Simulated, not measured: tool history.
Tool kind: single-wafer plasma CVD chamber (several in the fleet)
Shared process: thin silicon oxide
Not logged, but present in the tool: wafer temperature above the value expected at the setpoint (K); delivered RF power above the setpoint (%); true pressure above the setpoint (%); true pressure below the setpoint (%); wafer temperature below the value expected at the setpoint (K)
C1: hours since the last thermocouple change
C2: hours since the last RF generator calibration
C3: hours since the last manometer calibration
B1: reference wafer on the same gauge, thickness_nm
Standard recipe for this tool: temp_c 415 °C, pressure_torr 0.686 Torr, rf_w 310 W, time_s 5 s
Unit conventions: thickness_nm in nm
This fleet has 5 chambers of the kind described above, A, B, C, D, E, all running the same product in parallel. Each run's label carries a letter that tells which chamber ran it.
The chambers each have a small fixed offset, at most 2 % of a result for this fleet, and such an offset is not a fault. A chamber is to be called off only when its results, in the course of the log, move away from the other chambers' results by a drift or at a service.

Run 1E, hour 12.6: usual settings; C1 807.8; C2 879.5; C3 2182.3; B1 8.6531. Result: thickness_nm 7.9793 nm.
Run 2B, hour 19.7: usual settings; C1 383.7; C2 950.5; C3 2066.0; B1 8.6654. Result: thickness_nm 7.7422 nm.
Run 3C, hour 33.0: usual settings; C1 2081.5; C2 388.9; C3 1814.1; B1 8.6485. Result: thickness_nm 7.9202 nm.
Run 4A, hour 40.0: usual settings; C1 156.6; C2 1558.1; C3 815.7; B1 8.6415. Result: thickness_nm 7.9559 nm.
Run 5D, hour 52.7: usual settings; C1 1867.5; C2 779.2; C3 1206.3; B1 8.6677. Result: thickness_nm 7.8084 nm.
At hour 57.2: chamber E: capacitance manometer re-zeroed and calibrated.
Run 6E, hour 61.9: usual settings; C1 857.1; C2 928.8; C3 4.7; B1 8.6653. Result: thickness_nm 7.9240 nm.
Run 7A, hour 68.5: usual settings; C1 185.1; C2 1586.6; C3 844.2; B1 8.6523. Result: thickness_nm 7.9261 nm.
Run 8D, hour 76.1: usual settings; C1 1890.9; C2 802.6; C3 1229.7; B1 8.6445. Result: thickness_nm 7.8252 nm.
Run 9B, hour 86.8: usual settings; C1 450.8; C2 1017.6; C3 2133.1; B1 8.6494. Result: thickness_nm 7.7289 nm.
Run 10C, hour 95.5: usual settings; C1 2144.0; C2 451.4; C3 1876.6; B1 8.6458. Result: thickness_nm 8.0142 nm.
Run 11A, hour 109.6: usual settings; C1 226.2; C2 1627.7; C3 885.3; B1 8.6463. Result: thickness_nm 7.9202 nm.
Run 12D, hour 117.3: usual settings; C1 1932.1; C2 843.8; C3 1270.9; B1 8.6461. Result: thickness_nm 7.8274 nm.
Run 13E, hour 132.3: usual settings; C1 927.5; C2 999.2; C3 75.1; B1 8.6458. Result: thickness_nm 7.9335 nm.
Run 14C, hour 146.1: usual settings; C1 2194.6; C2 502.0; C3 1927.2; B1 8.6487. Result: thickness_nm 7.9779 nm.
At hour 150.3: chamber D: capacitance manometer re-zeroed and calibrated.
Run 15B, hour 160.5: usual settings; C1 524.5; C2 1091.3; C3 2206.8; B1 8.6469. Result: thickness_nm 7.7343 nm.
Run 16B, hour 171.5: usual settings; C1 535.5; C2 1102.3; C3 2217.8; B1 8.6487. Result: thickness_nm 7.7943 nm.
Run 17A, hour 184.4: usual settings; C1 301.0; C2 1702.5; C3 960.1; B1 8.6588. Result: thickness_nm 7.9273 nm.
At hour 197.2: chamber C: thermocouple changed; heater temperature recalibrated.
Run 18D, hour 197.9: usual settings; C1 2012.7; C2 924.4; C3 47.6; B1 8.6403. Result: thickness_nm 7.8515 nm.
Run 19C, hour 206.1: usual settings; C1 9.0; C2 562.0; C3 1987.2; B1 8.6488. Result: thickness_nm 7.9568 nm.
Run 20E, hour 216.4: usual settings; C1 1011.6; C2 1083.3; C3 159.2; B1 8.6605. Result: thickness_nm 7.9435 nm.
Run 21C, hour 225.8: usual settings but temp_c 406 °C, pressure_torr 0.778 Torr; C1 28.7; C2 581.7; C3 2006.9; B1 8.6452. Result: thickness_nm 9.0270 nm.
Run 22E, hour 240.1: usual settings but temp_c 406 °C, pressure_torr 0.778 Torr; C1 1035.3; C2 1107.0; C3 182.9; B1 8.6523. Result: thickness_nm 9.0579 nm.
At hour 241.1: chamber E: RF generator calibrated.
Run 23D, hour 247.7: usual settings but temp_c 406 °C, pressure_torr 0.778 Torr; C1 2062.5; C2 974.2; C3 97.4; B1 8.6326. Result: thickness_nm 8.9878 nm.
Run 24A, hour 256.5: usual settings but temp_c 406 °C, pressure_torr 0.778 Torr; C1 373.1; C2 1774.6; C3 1032.2; B1 8.6609. Result: thickness_nm 9.0735 nm.
Run 25B, hour 264.2: usual settings but temp_c 406 °C, pressure_torr 0.778 Torr; C1 628.2; C2 1195.0; C3 2310.5; B1 8.6507. Result: thickness_nm 8.9047 nm.
Run 26E, hour 277.2: usual settings; C1 1072.4; C2 36.1; C3 220.0; B1 8.6500. Result: thickness_nm 7.9014 nm.
Run 27D, hour 286.3: usual settings; C1 2101.1; C2 1012.8; C3 136.0; B1 8.6480. Result: thickness_nm 7.8309 nm.
Run 28B, hour 298.6: usual settings; C1 662.6; C2 1229.4; C3 2344.9; B1 8.6541. Result: thickness_nm 7.7700 nm.
Run 29C, hour 310.3: usual settings; C1 113.2; C2 666.2; C3 2091.4; B1 8.6585. Result: thickness_nm 7.9412 nm.
At hour 321.0: chamber C: capacitance manometer re-zeroed and calibrated.
Run 30A, hour 323.2: usual settings; C1 439.8; C2 1841.3; C3 1098.9; B1 8.6474. Result: thickness_nm 7.8794 nm.
Run 31A, hour 337.7: usual settings; C1 454.3; C2 1855.8; C3 1113.4; B1 8.6502. Result: thickness_nm 7.9967 nm.
Run 32E, hour 347.1: usual settings; C1 1142.3; C2 106.0; C3 289.9; B1 8.6474. Result: thickness_nm 7.9961 nm.
Run 33B, hour 357.9: usual settings; C1 721.9; C2 1288.7; C3 2404.2; B1 8.6467. Result: thickness_nm 7.7564 nm.
Run 34D, hour 369.7: usual settings; C1 2184.5; C2 1096.2; C3 219.4; B1 8.6502. Result: thickness_nm 7.8044 nm.
Run 35C, hour 380.0: usual settings; C1 182.9; C2 735.9; C3 59.0; B1 8.6447. Result: thickness_nm 7.9416 nm.
Run 36B, hour 394.3: usual settings; C1 758.3; C2 1325.1; C3 2440.6; B1 8.6509. Result: thickness_nm 7.7106 nm.
Run 37A, hour 406.2: usual settings; C1 522.8; C2 1924.3; C3 1181.9; B1 8.6531. Result: thickness_nm 7.8895 nm.
Run 38E, hour 413.3: usual settings but temp_c 407 °C, pressure_torr 0.835 Torr; C1 1208.5; C2 172.2; C3 356.1; B1 8.6578. Result: thickness_nm 9.6314 nm.

Does one chamber stand apart from the rest, does the shared gauge drift, or is all well apart from small per-chamber offsets? Give the chamber and the most likely cause, where there is one.

Beyond each chamber's small constant offset nothing stands out, and the gauge stays steady.
